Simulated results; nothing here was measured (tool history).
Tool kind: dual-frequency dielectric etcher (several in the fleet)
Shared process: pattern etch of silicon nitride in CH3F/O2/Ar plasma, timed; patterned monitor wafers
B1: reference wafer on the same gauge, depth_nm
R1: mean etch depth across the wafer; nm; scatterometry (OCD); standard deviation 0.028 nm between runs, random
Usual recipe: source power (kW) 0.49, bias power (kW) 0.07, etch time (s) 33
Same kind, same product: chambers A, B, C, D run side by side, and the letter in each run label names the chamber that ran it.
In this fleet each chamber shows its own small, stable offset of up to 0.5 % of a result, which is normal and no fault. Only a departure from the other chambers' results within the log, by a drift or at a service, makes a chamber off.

Run 1C, day 0.483: usual settings; B1 25.709. Result: R1 24.749 nm.
Run 2A, day 0.779: usual settings; B1 25.707. Result: R1 24.574 nm.
Run 3B, day 1.067: usual settings; B1 25.705. Result: R1 24.665 nm.
Run 4D, day 1.496: usual settings; B1 25.708. Result: R1 24.73 nm.
Run 5A, day 1.854: usual settings; B1 25.713. Result: R1 24.641 nm.
Run 6D, day 2.329: usual settings but etch time (s) 42.5; B1 25.722. Result: R1 31.863 nm.
Run 7B, day 2.8: usual settings but etch time (s) 42.5; B1 25.718. Result: R1 31.757 nm.
Run 8C, day 3.112: usual settings but etch time (s) 42.5; B1 25.721. Result: R1 31.79 nm.
Run 9A, day 3.438: usual settings but etch time (s) 42.5; B1 25.715. Result: R1 31.689 nm.
At day 3.679: chamber B: wet clean of the chamber.
Run 10B, day 3.892: usual settings; B1 25.731. Result: R1 24.706 nm.
Run 11D, day 4.388: usual settings; B1 25.727. Result: R1 24.822 nm.
Run 12C, day 4.825: usual settings; B1 25.739. Result: R1 24.724 nm.
Run 13B, day 5.204: usual settings; B1 25.736. Result: R1 24.654 nm.
Run 14A, day 5.521: usual settings; B1 25.737. Result: R1 24.689 nm.
Run 15C, day 5.833: usual settings; B1 25.744. Result: R1 24.749 nm.
Run 16D, day 6.279: usual settings; B1 25.743. Result: R1 24.783 nm.
Run 17C, day 6.642: usual settings; B1 25.748. Result: R1 24.719 nm.
Run 18D, day 7.038: usual settings; B1 25.754. Result: R1 24.773 nm.
Run 19B, day 7.471: usual settings; B1 25.751. Result: R1 24.687 nm.
Run 20A, day 7.854: usual settings; B1 25.758. Result: R1 24.675 nm.
Run 21D, day 8.188: usual settings; B1 25.751. Result: R1 24.827 nm.
Run 22A, day 8.546: usual settings; B1 25.765. Result: R1 24.642 nm.
Run 23C, day 9.096: usual settings; B1 25.757. Result: R1 24.721 nm.
Run 24B, day 9.342: usual settings; B1 25.768. Result: R1 24.731 nm.
Run 25C, day 9.658: usual settings; B1 25.77. Result: R1 24.746 nm.
Run 26B, day 10.158: usual settings; B1 25.77. Result: R1 24.735 nm.
Run 27D, day 10.629: usual settings; B1 25.772. Result: R1 24.857 nm.
Run 28A, day 11.142: usual settings; B1 25.781. Result: R1 24.659 nm.
Run 29B, day 11.667: usual settings; B1 25.777. Result: R1 24.71 nm.
Run 30C, day 11.95: usual settings; B1 25.785. Result: R1 24.776 nm.
Run 31A, day 12.375: usual settings; B1 25.78. Result: R1 24.66 nm.
Run 32D, day 12.767: usual settings; B1 25.796. Result: R1 24.843 nm.
Run 33A, day 13.108: usual settings; B1 25.79. Result: R1 24.699 nm.
At day 13.342: chamber A: wet clean of the chamber.
Run 34C, day 13.621: usual settings but source power (kW) 0.44; B1 25.791. Result: R1 23.793 nm.
Run 35D, day 14.012: usual settings but source power (kW) 0.44; B1 25.8. Result: R1 23.848 nm.
Run 36B, day 14.329: usual settings but source power (kW) 0.44; B1 25.799. Result: R1 23.739 nm.
Run 37C, day 14.729: usual settings but source power (kW) 0.44; B1 25.797. Result: R1 23.849 nm.
Run 38D, day 15.158: usual settings but source power (kW) 0.42, bias power (kW) 0.082; B1 25.806. Result: R1 24.762 nm.
At day 15.554: chamber C: source power generator calibrated.
Run 39B, day 15.612: usual settings but source power (kW) 0.42, bias power (kW) 0.082; B1 25.813. Result: R1 24.669 nm.
Run 40A, day 16.05: usual settings but source power (kW) 0.42, bias power (kW) 0.082; B1 25.813. Result: R1 24.622 nm.
Run 41B, day 16.517: usual settings but source power (kW) 0.42, bias power (kW) 0.082; B1 25.818. Result: R1 24.646 nm.
Run 42C, day 16.821: usual settings; B1 25.819. Result: R1 24.804 nm.

Decide between three cases: one chamber stands off from its peers, the gauge reading all wafers drifts, or nothing is wrong past each chamber's small offset. Where a chamber is off, say which and what most likely put it there.

Every chamber seems to shift together because the gauge that measures them all drifts; the chambers themselves are fine.
What lies behind it: gauge reads high (%) = 0.462.

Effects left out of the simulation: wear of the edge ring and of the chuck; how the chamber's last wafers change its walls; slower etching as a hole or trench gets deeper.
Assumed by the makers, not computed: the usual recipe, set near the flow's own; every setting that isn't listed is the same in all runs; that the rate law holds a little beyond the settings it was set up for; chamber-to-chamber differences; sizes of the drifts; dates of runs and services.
